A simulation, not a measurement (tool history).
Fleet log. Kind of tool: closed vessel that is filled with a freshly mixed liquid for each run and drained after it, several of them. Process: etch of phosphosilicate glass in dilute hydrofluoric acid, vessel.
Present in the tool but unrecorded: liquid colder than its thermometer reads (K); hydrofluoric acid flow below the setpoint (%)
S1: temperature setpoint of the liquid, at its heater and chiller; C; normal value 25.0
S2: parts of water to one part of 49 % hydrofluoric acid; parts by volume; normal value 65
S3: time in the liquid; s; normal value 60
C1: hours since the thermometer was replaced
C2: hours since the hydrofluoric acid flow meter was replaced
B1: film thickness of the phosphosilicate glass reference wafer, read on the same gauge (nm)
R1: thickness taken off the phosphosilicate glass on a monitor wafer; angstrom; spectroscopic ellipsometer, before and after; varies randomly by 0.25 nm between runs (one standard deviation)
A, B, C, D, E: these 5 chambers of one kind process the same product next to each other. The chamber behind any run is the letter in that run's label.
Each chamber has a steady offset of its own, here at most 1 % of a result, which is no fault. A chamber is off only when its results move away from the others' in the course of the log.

run   hour    S1  S2  S3      C1      C2      B1       R1
 1A    6.0  25.0  65  60  1259.2   293.3  69.980   656.23
 2D    9.9  25.0  65  60   239.7   998.2  70.011   662.83
 3B   12.8  25.0  65  60  2254.5   198.2  69.997   653.38
 4C   15.7  25.0  65  60  1502.1   507.8  70.010   654.78
 5E   21.8  21.0  40  60   210.0   479.8  70.013   940.90
 6E   25.4  21.0  40  60   213.6   483.4  69.995   941.55
 7D   30.6  21.0  40  60   260.4  1018.9  70.042   939.56
 8B   33.9  21.0  40  60  2275.6   219.3  70.029   915.45
 9C   38.3  21.0  40  60  1524.7   530.4  70.013   943.70
10A   41.5  25.0  65  60  1294.7   328.8  69.966   657.03
11A   44.6  29.5  80  60  1297.8   331.9  70.012   627.34
12E   50.8  29.5  80  60   239.0   508.8  69.981   616.81
13C   55.1  29.5  80  60  1541.5   547.2  69.973   615.85
14D   61.5  29.5  80  60   291.3  1049.8  69.977   627.71
15B   67.3  29.5  80  60  2309.0   252.7  70.050   623.52
16E   70.6  25.0  65  60   258.8   528.6  69.983   655.21
17C   74.3  27.5  75  60  1560.7   566.4  69.972   620.35
18D   78.2  27.5  75  60   308.0  1066.5  70.035   624.02
19B   82.5  27.5  75  60  2324.2   267.9  69.999   617.09
20A   87.7  27.5  75  60  1340.9   375.0  70.021   621.15
21E   93.5  27.5  75  60   281.7   551.5  70.036   615.54
22D   98.8  25.0  65  60   328.6  1087.1  70.034   667.93
23C  101.8  25.0  65  60  1588.2   593.9  69.986   661.83
24A  104.8  29.0  65  85  1358.0   392.1  69.993  1091.90
25B  110.3  29.0  65  85  2352.0   295.7  70.030  1084.10
26C  113.5  29.0  65  85  1599.9   605.6  70.019  1086.10
27A  118.9  29.0  65  85  1372.1   406.2  69.990  1082.60
28D  124.3  29.0  65  85   354.1  1112.6  70.019  1091.80
29E  127.2  25.0  65  60   315.4   585.2  69.957   640.69
30B  130.5  25.0  65  60  2372.2   315.9  70.001   652.20
31A  134.4  25.0  65  60  1387.6   421.7  70.030   652.31
32D  137.7  25.0  65  60   367.5  1126.0  69.998   661.05
33E  141.1  25.0  65  60   329.3   599.1  70.036   635.87
34C  146.1  25.0  65  60  1632.5   638.2  70.020   657.91
35B  150.8  25.0  65  60  2392.5   336.2  69.996   655.49
36A  153.7  25.0  65  60  1406.9   441.0  69.999   652.50
37D  158.9  25.0  65  60   388.7  1147.2  70.023   664.00
38E  165.4  25.0  65  60   353.6   623.4  70.048   626.78
39C  168.7  25.0  65  60  1655.1   660.8  70.009   659.95
40B  173.6  25.0  50  60  2415.3   359.0  69.994   858.39
41E  176.8  25.0  50  60   365.0   634.8  69.957   835.03
42B  182.2  25.0  50  60  2423.9   367.6  70.015   864.67
43D  187.9  25.0  50  60   417.7  1176.2  70.010   881.77
44A  193.2  25.0  50  60  1446.4   480.5  70.035   867.87

For the next run the whole fleet of 5 chambers uses the same settings. Give each chamber's results:
45A  197.9  27.0  65  60               ?
45B  197.9  27.0  65  60               ?
45C  197.9  27.0  65  60               ?
45D  197.9  27.0  65  60               ?
45E  197.9  27.0  65  60               ?

run      R1
45A  711.56
45B  708.48
45C  708.40
45D  716.80
45E  674.03

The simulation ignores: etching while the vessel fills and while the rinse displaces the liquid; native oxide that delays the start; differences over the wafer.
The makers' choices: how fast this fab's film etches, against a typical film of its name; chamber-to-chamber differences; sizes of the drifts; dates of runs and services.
